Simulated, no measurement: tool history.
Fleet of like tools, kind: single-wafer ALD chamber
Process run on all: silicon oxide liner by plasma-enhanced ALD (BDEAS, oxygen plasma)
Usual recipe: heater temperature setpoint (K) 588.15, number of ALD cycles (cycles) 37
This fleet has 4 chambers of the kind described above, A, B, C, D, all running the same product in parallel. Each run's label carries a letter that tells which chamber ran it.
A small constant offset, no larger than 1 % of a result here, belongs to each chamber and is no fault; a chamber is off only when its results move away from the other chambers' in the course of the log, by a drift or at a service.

run   hour  heater temperature setpoint (K)  number of ALD cycles (cycles)  read-back reference wafer on the same gauge, thickness_nm  mean film thickness on the monitor wafer (nm)
 1D   12.4                           588.15                             37                                                     3.4305                                         3.3944
 2B   18.9                           588.15                             37                                                     3.4320                                         3.3850
 3C   25.7                           588.15                             37                                                     3.4310                                         3.3898
 4A   32.7                           588.15                             37                                                     3.4279                                         3.3361
 5D   42.5                           588.15                             37                                                     3.4286                                         3.3902
 6A   52.4                           588.15                             37                                                     3.4293                                         3.3376
 7C   59.2                           588.15                             37                                                     3.4293                                         3.3750
 8B   70.6                           588.15                             37                                                     3.4277                                         3.3941
 9D   83.1                           575.15                             43                                                     3.4306                                         4.0358
10C   91.4                           575.15                             43                                                     3.4268                                         3.9988
11A   98.5                           575.15                             43                                                     3.4288                                         3.9532
12B  105.5                           575.15                             43                                                     3.4299                                         4.0225
13B  119.2                           588.15                             37                                                     3.4305                                         3.3823
14D  126.9                           588.15                             37                                                     3.4298                                         3.3917
15A  139.9                           588.15                             37                                                     3.4299                                         3.3373
     147.8  -- chamber B: thermocouple changed; heater temperature recalibrated
16C  149.0                           588.15                             37                                                     3.4310                                         3.3799
17B  162.9                           588.15                             37                                                     3.4299                                         3.3921
18A  174.9                           602.15                             37                                                     3.4276                                         3.2772
19C  186.4                           602.15                             37                                                     3.4293                                         3.3102
20D  197.5                           602.15                             37                                                     3.4303                                         3.3366
21A  205.3                           602.15                             37                                                     3.4292                                         3.2697
22B  218.4                           588.15                             37                                                     3.4285                                         3.4003
23D  225.8                           588.15                             37                                                     3.4314                                         3.4167
24C  237.1                           588.15                             37                                                     3.4305                                         3.3822
25A  243.6                           596.15                             31                                                     3.4270                                         2.7518
26D  256.7                           596.15                             31                                                     3.4298                                         2.8124
27C  269.4                           596.15                             31                                                     3.4337                                         2.7967
28B  276.3                           596.15                             31                                                     3.4313                                         2.8080
29B  284.0                           588.15                             37                                                     3.4299                                         3.4142
30D  296.3                           588.15                             37                                                     3.4281                                         3.3911
31C  303.6                           588.15                             37                                                     3.4288                                         3.3767
32A  311.9                           588.15                             37                                                     3.4288                                         3.3442
33C  318.1                           588.15                             37                                                     3.4309                                         3.3771
34D  326.9                           583.15                             44                                                     3.4291                                         4.0549
35B  334.5                           583.15                             44                                                     3.4301                                         4.0683
36A  343.0                           583.15                             44                                                     3.4296                                         4.0144
37B  350.7                           583.15                             44                                                     3.4286                                         4.0609
38D  364.6                           588.15                             42                                                     3.4332                                         3.8641
39A  377.8                           588.15                             42                                                     3.4299                                         3.8216
40C  390.8                           588.15                             42                                                     3.4305                                         3.8351
41A  397.9                           588.15                             42                                                     3.4297                                         3.8149
42D  412.2                           588.15                             37                                                     3.4312                                         3.4040

Does one chamber stand apart from the rest, does the shared gauge drift, or is all well apart from small per-chamber offsets? Give the chamber and the most likely cause, where there is one.

Nothing is wrong: each chamber keeps only its own small, steady offset and the gauge holds still.

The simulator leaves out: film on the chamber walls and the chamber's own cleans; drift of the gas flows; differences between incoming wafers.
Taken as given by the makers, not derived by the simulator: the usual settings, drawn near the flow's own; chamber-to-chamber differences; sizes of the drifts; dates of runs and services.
